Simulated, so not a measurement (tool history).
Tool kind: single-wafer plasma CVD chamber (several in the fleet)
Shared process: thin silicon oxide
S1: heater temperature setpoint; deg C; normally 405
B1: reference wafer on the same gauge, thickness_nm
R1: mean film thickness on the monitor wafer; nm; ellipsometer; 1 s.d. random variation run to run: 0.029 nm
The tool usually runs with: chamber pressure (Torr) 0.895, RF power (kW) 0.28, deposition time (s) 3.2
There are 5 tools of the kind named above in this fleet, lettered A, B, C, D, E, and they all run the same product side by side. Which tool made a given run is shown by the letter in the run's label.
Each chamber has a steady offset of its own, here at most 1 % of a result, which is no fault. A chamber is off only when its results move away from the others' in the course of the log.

Run 1E, hour 10.3: usual settings; B1 5.6096. Result: R1 6.3161 nm.
Run 2D, hour 20.1: usual settings; B1 5.6082. Result: R1 6.3389 nm.
Run 3B, hour 27.4: usual settings; B1 5.6104. Result: R1 6.2711 nm.
Run 4C, hour 36.4: usual settings; B1 5.5994. Result: R1 6.285 nm.
Run 5A, hour 45.9: usual settings; B1 5.6079. Result: R1 6.2608 nm.
Run 6A, hour 53.2: usual settings; B1 5.6047. Result: R1 6.3572 nm.
At hour 62.5: chamber D: capacitance manometer re-zeroed and calibrated.
Run 7E, hour 64.1: usual settings but S1 392 deg C; B1 5.6057. Result: R1 6.3764 nm.
Run 8B, hour 76.3: usual settings but S1 392 deg C; B1 5.6164. Result: R1 6.3112 nm.
Run 9D, hour 84.7: usual settings but S1 392 deg C; B1 5.6056. Result: R1 6.3155 nm.
Run 10C, hour 96.9: usual settings but S1 392 deg C; B1 5.6068. Result: R1 6.2697 nm.
Run 11D, hour 105.3: usual settings but S1 392 deg C; B1 5.6067. Result: R1 6.3302 nm.
Run 12A, hour 114: usual settings; B1 5.6119. Result: R1 6.326 nm.
Run 13C, hour 122.7: usual settings; B1 5.6114. Result: R1 6.2517 nm.
Run 14E, hour 133.9: usual settings; B1 5.6082. Result: R1 6.3479 nm.
Run 15B, hour 146: usual settings but S1 397 deg C, RF power (kW) 0.26; B1 5.6086. Result: R1 6.0907 nm.
Run 16B, hour 151.9: usual settings but S1 397 deg C, RF power (kW) 0.26; B1 5.6136. Result: R1 6.0849 nm.
Run 17D, hour 162.3: usual settings but S1 397 deg C, RF power (kW) 0.26; B1 5.6117. Result: R1 6.1409 nm.
Run 18C, hour 174.1: usual settings but S1 397 deg C, RF power (kW) 0.26; B1 5.6042. Result: R1 6.0433 nm.
Run 19E, hour 184: usual settings but S1 397 deg C, RF power (kW) 0.26; B1 5.6054. Result: R1 6.0901 nm.
Run 20A, hour 190.5: usual settings; B1 5.611. Result: R1 6.3392 nm.
Run 21A, hour 196.6: usual settings; B1 5.6202. Result: R1 6.2409 nm.
Run 22E, hour 205.1: usual settings; B1 5.6144. Result: R1 6.2697 nm.
Run 23D, hour 215.1: usual settings; B1 5.6103. Result: R1 6.2931 nm.
Run 24B, hour 227.5: usual settings; B1 5.6096. Result: R1 6.2611 nm.
Run 25C, hour 240: usual settings; B1 5.6186. Result: R1 6.2116 nm.
Run 26A, hour 252.4: usual settings; B1 5.6182. Result: R1 6.282 nm.
Run 27C, hour 258.6: usual settings; B1 5.6104. Result: R1 6.2117 nm.
Run 28B, hour 271: usual settings but S1 415 deg C; B1 5.607. Result: R1 6.1794 nm.
Run 29E, hour 279.7: usual settings but S1 415 deg C; B1 5.6042. Result: R1 6.1299 nm.
Run 30D, hour 291.9: usual settings but S1 415 deg C; B1 5.6096. Result: R1 6.2921 nm.
Run 31D, hour 302.1: usual settings but S1 415 deg C; B1 5.609. Result: R1 6.2589 nm.
Run 32C, hour 313.1: usual settings but S1 415 deg C; B1 5.6168. Result: R1 6.1609 nm.
At hour 313.8: chamber A: capacitance manometer re-zeroed and calibrated.
Run 33B, hour 323.9: usual settings; B1 5.6101. Result: R1 6.2481 nm.
At hour 327.9: chamber C: RF generator calibrated.
Run 34A, hour 334.1: usual settings; B1 5.6127. Result: R1 6.2955 nm.
Run 35E, hour 346.4: usual settings; B1 5.6128. Result: R1 6.0725 nm.
Run 36B, hour 359.8: usual settings; B1 5.6016. Result: R1 6.2824 nm.
Run 37D, hour 371.7: usual settings; B1 5.6129. Result: R1 6.2973 nm.
Run 38E, hour 382.5: usual settings; B1 5.607. Result: R1 6.0411 nm.
Run 39C, hour 391.2: usual settings; B1 5.6157. Result: R1 6.2082 nm.
Run 40A, hour 400.2: usual settings but S1 418 deg C, deposition time (s) 3.54; B1 5.6137. Result: R1 6.8708 nm.
Run 41A, hour 408.2: usual settings but S1 418 deg C, deposition time (s) 3.54; B1 5.6086. Result: R1 6.82 nm.
Run 42E, hour 417.2: usual settings but S1 418 deg C, deposition time (s) 3.54; B1 5.6092. Result: R1 6.604 nm.

Predict what each chamber gives when all 5 of them run the settings below next.
Run 43A, hour 427: usual settings but S1 396 deg C. Result: R1 ?.
Run 43B, hour 427: usual settings but S1 396 deg C. Result: R1 ?.
Run 43C, hour 427: usual settings but S1 396 deg C. Result: R1 ?.
Run 43D, hour 427: usual settings but S1 396 deg C. Result: R1 ?.
Run 43E, hour 427: usual settings but S1 396 deg C. Result: R1 ?.

run      R1
43A  6.2932
43B  6.2661
43C  6.2721
43D  6.3074
43E  6.0341
